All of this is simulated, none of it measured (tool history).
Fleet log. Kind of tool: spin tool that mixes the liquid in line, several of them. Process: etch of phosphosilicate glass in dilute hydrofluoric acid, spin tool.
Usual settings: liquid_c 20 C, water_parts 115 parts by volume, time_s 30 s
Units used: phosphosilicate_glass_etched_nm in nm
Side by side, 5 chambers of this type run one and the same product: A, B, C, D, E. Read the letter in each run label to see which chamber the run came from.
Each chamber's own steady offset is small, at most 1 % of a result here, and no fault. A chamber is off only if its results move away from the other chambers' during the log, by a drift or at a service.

run   hour  liquid_c  water_parts  time_s  read-back film thickness of the phosphosilicate glass reference wafer, read on the same gauge (nm)  phosphosilicate_glass_etched_nm
       5.6  -- chamber B: thermometer replaced
 1D      9        20          115      30                                                                                              120.03                           23.555
 2B   22.2        20          115      30                                                                                                 120                           23.472
 3A   36.9        20          115      30                                                                                                 120                           23.412
 4E     50        20          115      30                                                                                              119.98                            23.45
      56.6  -- chamber E: hydrofluoric acid flow meter replaced
 5C   62.7        20          115      40                                                                                              120.03                           31.471
 6A   71.6        20          115      40                                                                                                 120                           31.115
 7B   82.3        20          115      40                                                                                              119.99                           31.386
 8C   94.6        20          115      40                                                                                              120.04                           31.562
 9D  102.2        20          115      40                                                                                              120.03                           31.147
10E  114.3        20          115      30                                                                                              119.99                           23.312
11A  124.7        20          115      30                                                                                              119.97                           23.346
12D  137.1        20          115      30                                                                                              119.99                           23.407
13E  144.3        20          115      30                                                                                              119.94                           23.409
14C  159.3        20          115      30                                                                                              119.97                           23.645
15B  166.5        20          115      30                                                                                              120.02                           23.494
16A  175.4        20          115      30                                                                                              120.01                           23.238
17B  187.8        20          115      30                                                                                              119.99                           23.501
18C  199.5        20          115      30                                                                                              119.99                           23.525
19D  212.8        20          115      30                                                                                              120.02                           23.357
20E  223.8        17          115      30                                                                                              120.01                           20.557
21A  232.9        17          115      30                                                                                              120.03                           20.685
22D  241.5        17          115      30                                                                                              120.04                           20.731
23E  249.5        17          115      30                                                                                              120.04                           20.661
24C  258.6        17          115      30                                                                                                 120                           20.826
25B  268.7        20          115      30                                                                                              119.97                           23.523
26B  278.1        20          115      30                                                                                              120.04                           23.412
27C  288.4        20          115      30                                                                                                 120                           23.564
28A  301.2        20          115      30                                                                                              120.01                            23.34
29E  314.7        20           90      30                                                                                                 120                           30.817
30D  327.5        20           90      30                                                                                                 120                           30.812
31A  340.7        20           90      30                                                                                              119.99                           30.482
32E  347.3        20           90      30                                                                                              120.01                           30.725
33B  356.6        20           90      30                                                                                              119.98                           30.975
34C  368.9        20          115      30                                                                                              120.04                           23.672
35D  380.5        20          115      30                                                                                              119.99                           23.529
36B  393.5        20          115      30                                                                                              120.03                           23.401
37C  406.1        20          115      30                                                                                                 120                           23.514
38A  416.2        20          115      30                                                                                              119.99                           23.219
39E  425.7        20          155      40                                                                                              119.94                           21.985

Next, every chamber runs the same settings. What will each give?
40A  436.6        20          140      30                                                                                                                                    ?
40B  436.6        20          140      30                                                                                                                                    ?
40C  436.6        20          140      30                                                                                                                                    ?
40D  436.6        20          140      30                                                                                                                                    ?
40E  436.6        20          140      30                                                                                                                                    ?

run  phosphosilicate_glass_etched_nm
40A                           18.619
40B                           18.825
40C                           18.785
40D                           18.806
40E                           18.593
